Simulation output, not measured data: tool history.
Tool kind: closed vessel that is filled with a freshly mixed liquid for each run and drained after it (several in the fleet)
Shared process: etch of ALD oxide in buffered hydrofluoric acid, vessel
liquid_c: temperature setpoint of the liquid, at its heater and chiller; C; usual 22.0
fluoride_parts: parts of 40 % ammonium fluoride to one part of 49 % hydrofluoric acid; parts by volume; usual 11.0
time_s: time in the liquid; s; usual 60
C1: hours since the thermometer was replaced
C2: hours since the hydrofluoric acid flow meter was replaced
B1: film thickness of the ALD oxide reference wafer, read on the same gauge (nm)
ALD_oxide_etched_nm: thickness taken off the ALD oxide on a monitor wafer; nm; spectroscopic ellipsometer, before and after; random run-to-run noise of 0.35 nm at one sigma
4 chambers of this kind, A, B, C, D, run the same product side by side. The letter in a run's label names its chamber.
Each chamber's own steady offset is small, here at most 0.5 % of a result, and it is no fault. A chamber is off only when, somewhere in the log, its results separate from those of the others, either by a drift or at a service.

{"run": "1D", "day": 0.129, "liquid_c": 22.0, "fluoride_parts": 11.0, "time_s": 60, "C1": 218.2, "C2": 747.0, "B1": 110.01, "ALD_oxide_etched_nm": 61.099}
{"run": "2A", "day": 0.358, "liquid_c": 22.0, "fluoride_parts": 11.0, "time_s": 60, "C1": 102.6, "C2": 36.2, "B1": 110.02, "ALD_oxide_etched_nm": 61.052}
{"run": "3C", "day": 0.488, "liquid_c": 22.0, "fluoride_parts": 11.0, "time_s": 60, "C1": 436.4, "C2": 1463.1, "B1": 110.0, "ALD_oxide_etched_nm": 60.714}
{"run": "4B", "day": 0.662, "liquid_c": 22.0, "fluoride_parts": 11.0, "time_s": 60, "C1": 2049.6, "C2": 899.9, "B1": 110.06, "ALD_oxide_etched_nm": 60.596}
{"run": "5C", "day": 0.775, "liquid_c": 22.0, "fluoride_parts": 11.0, "time_s": 60, "C1": 443.3, "C2": 1470.0, "B1": 109.95, "ALD_oxide_etched_nm": 60.187}
{"run": "6B", "day": 0.896, "liquid_c": 18.0, "fluoride_parts": 11.0, "time_s": 85, "C1": 2055.2, "C2": 905.5, "B1": 110.01, "ALD_oxide_etched_nm": 69.901}
{"run": "7D", "day": 1.05, "liquid_c": 18.0, "fluoride_parts": 11.0, "time_s": 85, "C1": 240.3, "C2": 769.1, "B1": 110.02, "ALD_oxide_etched_nm": 68.873}
{"run": "8A", "day": 1.25, "liquid_c": 18.0, "fluoride_parts": 11.0, "time_s": 85, "C1": 124.0, "C2": 57.6, "B1": 110.04, "ALD_oxide_etched_nm": 69.246}
{"run": "9D", "day": 1.462, "liquid_c": 18.0, "fluoride_parts": 11.0, "time_s": 85, "C1": 250.2, "C2": 779.0, "B1": 110.0, "ALD_oxide_etched_nm": 69.487}
{"run": "10A", "day": 1.588, "liquid_c": 22.0, "fluoride_parts": 11.0, "time_s": 60, "C1": 132.1, "C2": 65.7, "B1": 110.02, "ALD_oxide_etched_nm": 60.968}
{"run": "11C", "day": 1.717, "liquid_c": 22.0, "fluoride_parts": 11.0, "time_s": 60, "C1": 465.9, "C2": 1492.6, "B1": 109.95, "ALD_oxide_etched_nm": 60.29}
{"run": "12B", "day": 1.921, "liquid_c": 22.0, "fluoride_parts": 11.0, "time_s": 60, "C1": 2079.8, "C2": 930.1, "B1": 110.08, "ALD_oxide_etched_nm": 61.773}
{"run": "13A", "day": 2.075, "liquid_c": 22.0, "fluoride_parts": 11.0, "time_s": 60, "C1": 143.8, "C2": 77.4, "B1": 110.03, "ALD_oxide_etched_nm": 60.772}
{"run": "14B", "day": 2.183, "liquid_c": 18.0, "fluoride_parts": 11.0, "time_s": 60, "C1": 2086.1, "C2": 936.4, "B1": 110.02, "ALD_oxide_etched_nm": 49.726}
{"run": "15C", "day": 2.367, "liquid_c": 18.0, "fluoride_parts": 11.0, "time_s": 60, "C1": 481.5, "C2": 1508.2, "B1": 110.01, "ALD_oxide_etched_nm": 49.122}
{"run": "16D", "day": 2.554, "liquid_c": 18.0, "fluoride_parts": 11.0, "time_s": 60, "C1": 276.4, "C2": 805.2, "B1": 109.98, "ALD_oxide_etched_nm": 48.308}
{"day": 2.575, "done": "chamber D: hydrofluoric acid flow meter replaced"}
{"run": "17B", "day": 2.692, "liquid_c": 18.0, "fluoride_parts": 11.0, "time_s": 60, "C1": 2098.3, "C2": 948.6, "B1": 109.95, "ALD_oxide_etched_nm": 50.256}
{"run": "18D", "day": 2.875, "liquid_c": 22.0, "fluoride_parts": 11.0, "time_s": 60, "C1": 284.1, "C2": 7.2, "B1": 109.97, "ALD_oxide_etched_nm": 60.744}
{"run": "19A", "day": 3.017, "liquid_c": 22.0, "fluoride_parts": 11.0, "time_s": 60, "C1": 166.4, "C2": 100.0, "B1": 110.0, "ALD_oxide_etched_nm": 61.459}
{"run": "20C", "day": 3.225, "liquid_c": 22.0, "fluoride_parts": 11.0, "time_s": 60, "C1": 502.1, "C2": 1528.8, "B1": 110.0, "ALD_oxide_etched_nm": 61.095}
{"run": "21C", "day": 3.4, "liquid_c": 22.0, "fluoride_parts": 11.0, "time_s": 60, "C1": 506.3, "C2": 1533.0, "B1": 109.99, "ALD_oxide_etched_nm": 60.75}
{"run": "22D", "day": 3.621, "liquid_c": 22.0, "fluoride_parts": 11.0, "time_s": 60, "C1": 302.0, "C2": 25.1, "B1": 109.99, "ALD_oxide_etched_nm": 60.791}
{"run": "23A", "day": 3.771, "liquid_c": 22.0, "fluoride_parts": 11.0, "time_s": 60, "C1": 184.5, "C2": 118.1, "B1": 110.03, "ALD_oxide_etched_nm": 61.255}
{"run": "24B", "day": 3.983, "liquid_c": 22.0, "fluoride_parts": 11.0, "time_s": 60, "C1": 2129.3, "C2": 979.6, "B1": 110.04, "ALD_oxide_etched_nm": 64.28}
{"run": "25A", "day": 4.121, "liquid_c": 22.0, "fluoride_parts": 7.0, "time_s": 35, "C1": 192.9, "C2": 126.5, "B1": 109.97, "ALD_oxide_etched_nm": 55.334}
{"run": "26D", "day": 4.338, "liquid_c": 22.0, "fluoride_parts": 7.0, "time_s": 35, "C1": 319.2, "C2": 42.3, "B1": 110.04, "ALD_oxide_etched_nm": 54.616}
{"run": "27C", "day": 4.525, "liquid_c": 22.0, "fluoride_parts": 7.0, "time_s": 35, "C1": 533.3, "C2": 1560.0, "B1": 109.99, "ALD_oxide_etched_nm": 55.491}
{"run": "28B", "day": 4.708, "liquid_c": 22.0, "fluoride_parts": 7.0, "time_s": 35, "C1": 2146.7, "C2": 997.0, "B1": 110.01, "ALD_oxide_etched_nm": 56.414}
{"run": "29C", "day": 4.821, "liquid_c": 22.0, "fluoride_parts": 11.0, "time_s": 60, "C1": 540.4, "C2": 1567.1, "B1": 109.98, "ALD_oxide_etched_nm": 61.165}
{"run": "30D", "day": 5.0, "liquid_c": 22.0, "fluoride_parts": 8.5, "time_s": 60, "C1": 335.1, "C2": 58.2, "B1": 110.01, "ALD_oxide_etched_nm": 76.071}
{"run": "31A", "day": 5.117, "liquid_c": 22.0, "fluoride_parts": 8.5, "time_s": 60, "C1": 216.8, "C2": 150.4, "B1": 109.99, "ALD_oxide_etched_nm": 76.295}
{"run": "32B", "day": 5.242, "liquid_c": 22.0, "fluoride_parts": 8.5, "time_s": 60, "C1": 2159.5, "C2": 1009.8, "B1": 109.98, "ALD_oxide_etched_nm": 80.955}
{"run": "33D", "day": 5.45, "liquid_c": 22.0, "fluoride_parts": 8.5, "time_s": 60, "C1": 345.9, "C2": 69.0, "B1": 110.02, "ALD_oxide_etched_nm": 75.777}
{"run": "34B", "day": 5.65, "liquid_c": 22.0, "fluoride_parts": 11.0, "time_s": 60, "C1": 2169.3, "C2": 1019.6, "B1": 110.04, "ALD_oxide_etched_nm": 64.53}
{"run": "35C", "day": 5.846, "liquid_c": 25.5, "fluoride_parts": 11.0, "time_s": 45, "C1": 565.0, "C2": 1591.7, "B1": 110.0, "ALD_oxide_etched_nm": 54.919}
{"run": "36A", "day": 5.975, "liquid_c": 25.5, "fluoride_parts": 11.0, "time_s": 45, "C1": 237.4, "C2": 171.0, "B1": 110.03, "ALD_oxide_etched_nm": 55.193}
{"run": "37D", "day": 6.125, "liquid_c": 25.5, "fluoride_parts": 11.0, "time_s": 45, "C1": 362.1, "C2": 85.2, "B1": 110.03, "ALD_oxide_etched_nm": 54.681}
{"run": "38B", "day": 6.325, "liquid_c": 25.5, "fluoride_parts": 11.0, "time_s": 45, "C1": 2185.5, "C2": 1035.8, "B1": 110.0, "ALD_oxide_etched_nm": 59.211}
{"run": "39C", "day": 6.496, "liquid_c": 22.0, "fluoride_parts": 11.0, "time_s": 60, "C1": 580.6, "C2": 1607.3, "B1": 110.02, "ALD_oxide_etched_nm": 60.203}
{"run": "40A", "day": 6.658, "liquid_c": 22.0, "fluoride_parts": 9.0, "time_s": 60, "C1": 253.8, "C2": 187.4, "B1": 110.04, "ALD_oxide_etched_nm": 71.847}

Next, all 4 chambers run the settings below, one line each with question marks for the results. What does each chamber give?
{"run": "41A", "day": 6.825, "liquid_c": 22.0, "fluoride_parts": 11.0, "time_s": 60, "ALD_oxide_etched_nm": "?"}
{"run": "41B", "day": 6.825, "liquid_c": 22.0, "fluoride_parts": 11.0, "time_s": 60, "ALD_oxide_etched_nm": "?"}
{"run": "41C", "day": 6.825, "liquid_c": 22.0, "fluoride_parts": 11.0, "time_s": 60, "ALD_oxide_etched_nm": "?"}
{"run": "41D", "day": 6.825, "liquid_c": 22.0, "fluoride_parts": 11.0, "time_s": 60, "ALD_oxide_etched_nm": "?"}

run=41A ALD_oxide_etched_nm=61.039
run=41B ALD_oxide_etched_nm=66.959
run=41C ALD_oxide_etched_nm=61.071
run=41D ALD_oxide_etched_nm=61.207
